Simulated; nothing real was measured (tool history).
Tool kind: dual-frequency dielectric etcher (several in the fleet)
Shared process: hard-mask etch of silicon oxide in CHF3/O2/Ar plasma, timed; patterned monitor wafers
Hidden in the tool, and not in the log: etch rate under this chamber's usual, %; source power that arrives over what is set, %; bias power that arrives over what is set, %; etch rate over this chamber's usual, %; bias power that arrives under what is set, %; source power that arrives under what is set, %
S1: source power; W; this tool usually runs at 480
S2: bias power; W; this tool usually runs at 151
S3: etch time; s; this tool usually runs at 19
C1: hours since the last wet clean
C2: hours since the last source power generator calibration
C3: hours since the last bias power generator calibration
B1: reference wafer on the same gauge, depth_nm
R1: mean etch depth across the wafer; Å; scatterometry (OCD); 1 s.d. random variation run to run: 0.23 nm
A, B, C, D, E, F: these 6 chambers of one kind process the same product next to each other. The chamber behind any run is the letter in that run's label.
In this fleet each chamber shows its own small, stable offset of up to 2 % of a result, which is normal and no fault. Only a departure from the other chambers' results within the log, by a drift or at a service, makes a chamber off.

{"run": "1F", "day": 0.229, "S1": 480, "S2": 151, "S3": 19, "C1": 224.5, "C2": 1339.6, "C3": 443.3, "B1": 27.047, "R1": 332.58}
{"run": "2E", "day": 0.483, "S1": 480, "S2": 151, "S3": 19, "C1": 255.3, "C2": 1697.6, "C3": 1947.8, "B1": 27.011, "R1": 326.68}
{"run": "3A", "day": 0.629, "S1": 480, "S2": 151, "S3": 19, "C1": 377.5, "C2": 3271.4, "C3": 1453.4, "B1": 27.051, "R1": 323.05}
{"run": "4B", "day": 0.8, "S1": 480, "S2": 151, "S3": 19, "C1": 170.9, "C2": 956.8, "C3": 1645.8, "B1": 27.02, "R1": 332.74}
{"run": "5C", "day": 0.929, "S1": 480, "S2": 151, "S3": 19, "C1": 72.4, "C2": 1580.4, "C3": 3054.5, "B1": 26.989, "R1": 325.11}
{"run": "6D", "day": 1.158, "S1": 480, "S2": 151, "S3": 19, "C1": 275, "C2": 2299.3, "C3": 1582.7, "B1": 27.034, "R1": 320.5}
{"day": 1.254, "done": "chamber A: wet clean of the chamber"}
{"run": "7F", "day": 1.338, "S1": 480, "S2": 151, "S3": 19, "C1": 251.1, "C2": 1366.2, "C3": 469.9, "B1": 27.003, "R1": 327.82}
{"run": "8B", "day": 1.533, "S1": 480, "S2": 151, "S3": 19, "C1": 188.5, "C2": 974.4, "C3": 1663.4, "B1": 27.053, "R1": 329.17}
{"run": "9E", "day": 1.704, "S1": 480, "S2": 151, "S3": 19, "C1": 284.6, "C2": 1726.9, "C3": 1977.1, "B1": 27.026, "R1": 324.06}
{"run": "10C", "day": 1.946, "S1": 480, "S2": 151, "S3": 19, "C1": 96.8, "C2": 1604.8, "C3": 3078.9, "B1": 27.012, "R1": 327.2}
{"run": "11D", "day": 2.142, "S1": 480, "S2": 151, "S3": 19, "C1": 298.6, "C2": 2322.9, "C3": 1606.3, "B1": 27.002, "R1": 318.63}
{"run": "12A", "day": 2.262, "S1": 480, "S2": 151, "S3": 19, "C1": 24.3, "C2": 3310.6, "C3": 1492.6, "B1": 26.965, "R1": 324.37}
{"run": "13B", "day": 2.388, "S1": 480, "S2": 151, "S3": 19, "C1": 209, "C2": 994.9, "C3": 1683.9, "B1": 27.036, "R1": 326.17}
{"run": "14C", "day": 2.517, "S1": 480, "S2": 151, "S3": 19, "C1": 110.5, "C2": 1618.5, "C3": 3092.6, "B1": 26.989, "R1": 323.39}
{"run": "15A", "day": 2.654, "S1": 480, "S2": 151, "S3": 19, "C1": 33.7, "C2": 3320, "C3": 1502, "B1": 27.04, "R1": 324.77}
{"run": "16E", "day": 2.825, "S1": 480, "S2": 151, "S3": 19, "C1": 311.5, "C2": 1753.8, "C3": 2004, "B1": 26.995, "R1": 329.08}
{"run": "17D", "day": 3.0, "S1": 480, "S2": 151, "S3": 22.5, "C1": 319.2, "C2": 2343.5, "C3": 1626.9, "B1": 26.972, "R1": 384.1}
{"run": "18F", "day": 3.138, "S1": 480, "S2": 151, "S3": 22.5, "C1": 294.3, "C2": 1409.4, "C3": 513.1, "B1": 27.002, "R1": 387.04}
{"run": "19B", "day": 3.333, "S1": 480, "S2": 151, "S3": 22.5, "C1": 231.7, "C2": 1017.6, "C3": 1706.6, "B1": 27.039, "R1": 390.11}
{"day": 3.408, "done": "chamber D: wet clean of the chamber"}
{"run": "20C", "day": 3.525, "S1": 480, "S2": 151, "S3": 22.5, "C1": 134.7, "C2": 1642.7, "C3": 3116.8, "B1": 26.988, "R1": 385.92}
{"run": "21E", "day": 3.675, "S1": 480, "S2": 151, "S3": 22.5, "C1": 331.9, "C2": 1774.2, "C3": 2024.4, "B1": 27.028, "R1": 383.75}
{"run": "22A", "day": 3.821, "S1": 480, "S2": 151, "S3": 22.5, "C1": 61.7, "C2": 3348, "C3": 1530, "B1": 26.965, "R1": 386.48}
{"run": "23F", "day": 4.067, "S1": 480, "S2": 151, "S3": 19, "C1": 316.6, "C2": 1431.7, "C3": 535.4, "B1": 26.987, "R1": 330.22}
{"run": "24D", "day": 4.233, "S1": 480, "S2": 151, "S3": 19, "C1": 19.8, "C2": 2373.1, "C3": 1656.5, "B1": 27.018, "R1": 323.71}
{"run": "25A", "day": 4.375, "S1": 480, "S2": 151, "S3": 19, "C1": 75, "C2": 3361.3, "C3": 1543.3, "B1": 27.022, "R1": 322.48}
{"run": "26C", "day": 4.612, "S1": 480, "S2": 151, "S3": 19, "C1": 160.8, "C2": 1668.8, "C3": 3142.9, "B1": 27.022, "R1": 327.19}
{"run": "27D", "day": 4.746, "S1": 480, "S2": 151, "S3": 19, "C1": 32.1, "C2": 2385.4, "C3": 1668.8, "B1": 26.955, "R1": 322.16}
{"run": "28E", "day": 5.008, "S1": 480, "S2": 151, "S3": 19, "C1": 363.9, "C2": 1806.2, "C3": 2056.4, "B1": 26.987, "R1": 324.73}
{"run": "29F", "day": 5.138, "S1": 480, "S2": 176, "S3": 23.5, "C1": 342.3, "C2": 1457.4, "C3": 561.1, "B1": 27.002, "R1": 427.79}
{"day": 5.262, "done": "chamber C: bias power generator calibrated"}
{"run": "30B", "day": 5.346, "S1": 480, "S2": 176, "S3": 23.5, "C1": 280, "C2": 1065.9, "C3": 1754.9, "B1": 26.977, "R1": 426.58}
{"run": "31E", "day": 5.508, "S1": 480, "S2": 176, "S3": 23.5, "C1": 375.9, "C2": 1818.2, "C3": 2068.4, "B1": 27.007, "R1": 422.65}
{"run": "32D", "day": 5.633, "S1": 480, "S2": 176, "S3": 23.5, "C1": 53.4, "C2": 2406.7, "C3": 1690.1, "B1": 26.97, "R1": 422.24}
{"run": "33A", "day": 5.796, "S1": 480, "S2": 176, "S3": 23.5, "C1": 109.1, "C2": 3395.4, "C3": 1577.4, "B1": 26.99, "R1": 423.07}
{"run": "34B", "day": 5.95, "S1": 480, "S2": 176, "S3": 23.5, "C1": 294.5, "C2": 1080.4, "C3": 1769.4, "B1": 26.995, "R1": 430.09}
{"run": "35F", "day": 6.225, "S1": 480, "S2": 151, "S3": 19, "C1": 368.4, "C2": 1483.5, "C3": 587.2, "B1": 27.069, "R1": 330.13}
{"run": "36C", "day": 6.379, "S1": 480, "S2": 151, "S3": 19, "C1": 203.2, "C2": 1711.2, "C3": 26.9, "B1": 26.979, "R1": 326.43}
{"run": "37F", "day": 6.604, "S1": 480, "S2": 151, "S3": 19, "C1": 377.5, "C2": 1492.6, "C3": 596.3, "B1": 27.018, "R1": 331.67}
{"run": "38E", "day": 6.842, "S1": 480, "S2": 151, "S3": 19, "C1": 407.9, "C2": 1850.2, "C3": 2100.4, "B1": 27.024, "R1": 325.36}
{"run": "39C", "day": 7.054, "S1": 480, "S2": 151, "S3": 19, "C1": 219.4, "C2": 1727.4, "C3": 43.1, "B1": 27.034, "R1": 328.42}
{"run": "40B", "day": 7.238, "S1": 480, "S2": 151, "S3": 19, "C1": 325.4, "C2": 1111.3, "C3": 1800.3, "B1": 26.954, "R1": 331.74}
{"run": "41A", "day": 7.512, "S1": 480, "S2": 151, "S3": 19, "C1": 150.3, "C2": 3436.6, "C3": 1618.6, "B1": 27.019, "R1": 329.54}

Each of the 6 chambers runs these same settings next. Fill in every chamber's results:
{"run": "42A", "day": 7.712, "S1": 480, "S2": 151, "S3": 23, "R1": "?"}
{"run": "42B", "day": 7.712, "S1": 480, "S2": 151, "S3": 23, "R1": "?"}
{"run": "42C", "day": 7.712, "S1": 480, "S2": 151, "S3": 23, "R1": "?"}
{"run": "42D", "day": 7.712, "S1": 480, "S2": 151, "S3": 23, "R1": "?"}
{"run": "42E", "day": 7.712, "S1": 480, "S2": 151, "S3": 23, "R1": "?"}
{"run": "42F", "day": 7.712, "S1": 480, "S2": 151, "S3": 23, "R1": "?"}

run=42A R1=391.63
run=42B R1=395.59
run=42C R1=395.88
run=42D R1=390.34
run=42E R1=393.63
run=42F R1=397.7

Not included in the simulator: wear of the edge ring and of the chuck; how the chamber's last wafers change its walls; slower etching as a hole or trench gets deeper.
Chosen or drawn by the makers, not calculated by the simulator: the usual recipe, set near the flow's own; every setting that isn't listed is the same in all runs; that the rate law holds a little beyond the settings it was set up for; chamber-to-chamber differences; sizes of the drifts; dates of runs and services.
